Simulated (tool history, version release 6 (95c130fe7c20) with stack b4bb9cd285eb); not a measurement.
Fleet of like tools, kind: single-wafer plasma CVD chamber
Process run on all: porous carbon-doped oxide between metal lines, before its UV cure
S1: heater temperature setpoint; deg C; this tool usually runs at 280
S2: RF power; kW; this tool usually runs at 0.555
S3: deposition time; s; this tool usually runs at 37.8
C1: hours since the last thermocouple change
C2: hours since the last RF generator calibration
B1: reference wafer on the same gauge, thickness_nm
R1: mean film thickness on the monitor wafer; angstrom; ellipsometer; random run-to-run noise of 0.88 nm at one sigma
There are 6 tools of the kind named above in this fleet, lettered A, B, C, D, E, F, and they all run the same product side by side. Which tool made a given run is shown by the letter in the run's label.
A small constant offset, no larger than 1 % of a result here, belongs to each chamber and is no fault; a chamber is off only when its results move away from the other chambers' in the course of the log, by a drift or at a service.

run 1B hour=6.8 | S1=280 S2=0.555 S3=37.8 | C1=305.4 C2=130.2 | B1=291.76 | R1=2458.4
run 2A hour=11.3 | S1=280 S2=0.555 S3=37.8 | C1=162.9 C2=947.8 | B1=292.03 | R1=2425.6
run 3F hour=19.5 | S1=280 S2=0.555 S3=37.8 | C1=1631.7 C2=580.2 | B1=291.84 | R1=2455.3
run 4D hour=23.0 | S1=280 S2=0.555 S3=37.8 | C1=1336.8 C2=105.7 | B1=292.00 | R1=2442.6
run 5C hour=28.7 | S1=280 S2=0.555 S3=37.8 | C1=2481.8 C2=515.9 | B1=292.19 | R1=2439.8
run 6E hour=35.9 | S1=280 S2=0.555 S3=37.8 | C1=415.6 C2=1656.2 | B1=292.42 | R1=2453.0
run 7C hour=41.5 | S1=280 S2=0.555 S3=37.8 | C1=2494.6 C2=528.7 | B1=291.96 | R1=2448.4
run 8B hour=45.7 | S1=268 S2=0.555 S3=43.0 | C1=344.3 C2=169.1 | B1=291.96 | R1=3013.1
run 9A hour=52.1 | S1=268 S2=0.555 S3=43.0 | C1=203.7 C2=988.6 | B1=291.95 | R1=2984.9
run 10D hour=56.0 | S1=268 S2=0.555 S3=43.0 | C1=1369.8 C2=138.7 | B1=291.86 | R1=2976.1
run 11F hour=60.4 | S1=268 S2=0.555 S3=43.0 | C1=1672.6 C2=621.1 | B1=292.02 | R1=3012.5
run 12E hour=65.3 | S1=268 S2=0.555 S3=43.0 | C1=445.0 C2=1685.6 | B1=292.16 | R1=3009.7
run 13E hour=68.8 | S1=268 S2=0.555 S3=43.0 | C1=448.5 C2=1689.1 | B1=292.08 | R1=2977.0
run 14C hour=77.0 | S1=280 S2=0.555 S3=37.8 | C1=2530.1 C2=564.2 | B1=292.25 | R1=2449.8
-- hour=78.9 chamber C: thermocouple changed; heater temperature recalibrated
run 15F hour=83.5 | S1=280 S2=0.555 S3=37.8 | C1=1695.7 C2=644.2 | B1=291.64 | R1=2434.0
run 16A hour=87.1 | S1=280 S2=0.555 S3=37.8 | C1=238.7 C2=1023.6 | B1=291.87 | R1=2433.5
run 17D hour=91.7 | S1=280 S2=0.555 S3=37.8 | C1=1405.5 C2=174.4 | B1=292.11 | R1=2450.0
run 18B hour=97.8 | S1=280 S2=0.555 S3=37.8 | C1=396.4 C2=221.2 | B1=291.88 | R1=2463.3
run 19C hour=103.3 | S1=280 S2=0.555 S3=37.8 | C1=24.4 C2=590.5 | B1=291.97 | R1=2511.3
run 20B hour=108.6 | S1=280 S2=0.555 S3=37.8 | C1=407.2 C2=232.0 | B1=291.99 | R1=2467.2
run 21A hour=114.6 | S1=280 S2=0.555 S3=37.8 | C1=266.2 C2=1051.1 | B1=292.15 | R1=2425.7
run 22F hour=120.3 | S1=280 S2=0.625 S3=32.5 | C1=1732.5 C2=681.0 | B1=291.93 | R1=2282.7
run 23D hour=125.1 | S1=280 S2=0.625 S3=32.5 | C1=1438.9 C2=207.8 | B1=292.34 | R1=2270.1
run 24E hour=129.7 | S1=280 S2=0.625 S3=32.5 | C1=509.4 C2=1750.0 | B1=292.06 | R1=2288.1
run 25F hour=134.7 | S1=280 S2=0.625 S3=32.5 | C1=1746.9 C2=695.4 | B1=292.11 | R1=2292.8
run 26E hour=139.8 | S1=280 S2=0.625 S3=32.5 | C1=519.5 C2=1760.1 | B1=291.98 | R1=2290.0
run 27B hour=146.8 | S1=280 S2=0.625 S3=32.5 | C1=445.4 C2=270.2 | B1=291.92 | R1=2290.2
run 28A hour=151.2 | S1=280 S2=0.555 S3=37.8 | C1=302.8 C2=1087.7 | B1=292.01 | R1=2431.6
run 29C hour=156.6 | S1=280 S2=0.555 S3=37.8 | C1=77.7 C2=643.8 | B1=291.83 | R1=2519.2
run 30D hour=164.3 | S1=280 S2=0.555 S3=43.8 | C1=1478.1 C2=247.0 | B1=291.98 | R1=2814.2
run 31D hour=171.4 | S1=280 S2=0.555 S3=43.8 | C1=1485.2 C2=254.1 | B1=291.91 | R1=2817.0
run 32F hour=178.8 | S1=280 S2=0.555 S3=43.8 | C1=1791.0 C2=739.5 | B1=292.15 | R1=2824.5
run 33C hour=186.2 | S1=280 S2=0.555 S3=43.8 | C1=107.3 C2=673.4 | B1=291.96 | R1=2898.8
run 34B hour=193.4 | S1=280 S2=0.555 S3=43.8 | C1=492.0 C2=316.8 | B1=291.92 | R1=2833.1
run 35A hour=199.7 | S1=280 S2=0.555 S3=43.8 | C1=351.3 C2=1136.2 | B1=292.19 | R1=2807.9
run 36E hour=204.3 | S1=280 S2=0.500 S3=37.8 | C1=584.0 C2=1824.6 | B1=292.20 | R1=2292.8
run 37C hour=210.7 | S1=280 S2=0.500 S3=37.8 | C1=131.8 C2=697.9 | B1=292.11 | R1=2349.8
run 38D hour=216.1 | S1=280 S2=0.500 S3=37.8 | C1=1529.9 C2=298.8 | B1=292.36 | R1=2270.0
run 39A hour=221.7 | S1=280 S2=0.500 S3=37.8 | C1=373.3 C2=1158.2 | B1=292.00 | R1=2273.1
run 40F hour=228.5 | S1=280 S2=0.500 S3=37.8 | C1=1840.7 C2=789.2 | B1=292.10 | R1=2300.4
run 41E hour=233.9 | S1=280 S2=0.500 S3=37.8 | C1=613.6 C2=1854.2 | B1=291.95 | R1=2281.3
run 42B hour=237.5 | S1=280 S2=0.555 S3=37.8 | C1=536.1 C2=360.9 | B1=292.07 | R1=2457.9
run 43C hour=241.4 | S1=280 S2=0.555 S3=37.8 | C1=162.5 C2=728.6 | B1=292.08 | R1=2540.1

Read the log: is a single chamber off, either drifting away or since a service, is the gauge that measures every chamber drifting, or is nothing wrong beyond small per-chamber offsets? Name any odd chamber and what most likely caused it.

Chamber C has stood off from the others ever since a service on it.
What lies behind it: wafer temperature below the value expected at the setpoint (K) = 4.17.

Chamber C could run next with any of the 4 candidate recipes listed below; each alters the usual settings, and their results appear as question marks. Which one brings its results back in line with what the other chambers deliver on the usual settings?
Maximum distance from the other chambers' mean on the usual settings for a result to count as in line: R1 31.0 angstrom
run 44C-1 hour=247.3 | S1=280 S2=0.510 S3=37.8 | R1=?
run 44C-2 hour=247.3 | S1=277 S2=0.585 S3=37.8 | R1=?
run 44C-3 hour=247.3 | S1=281 S2=0.550 S3=37.1 | R1=?
run 44C-4 hour=247.3 | S1=276 S2=0.555 S3=37.8 | R1=?

Average result of the remaining chambers running the usual settings: R1 2444.9 angstrom
run=44C-1 R1=2383.1
run=44C-2 R1=2655.5
run=44C-3 R1=2442.2
run=44C-4 R1=2584.6
Change 44C-3 lands the chamber within the allowed miss of the other chambers.
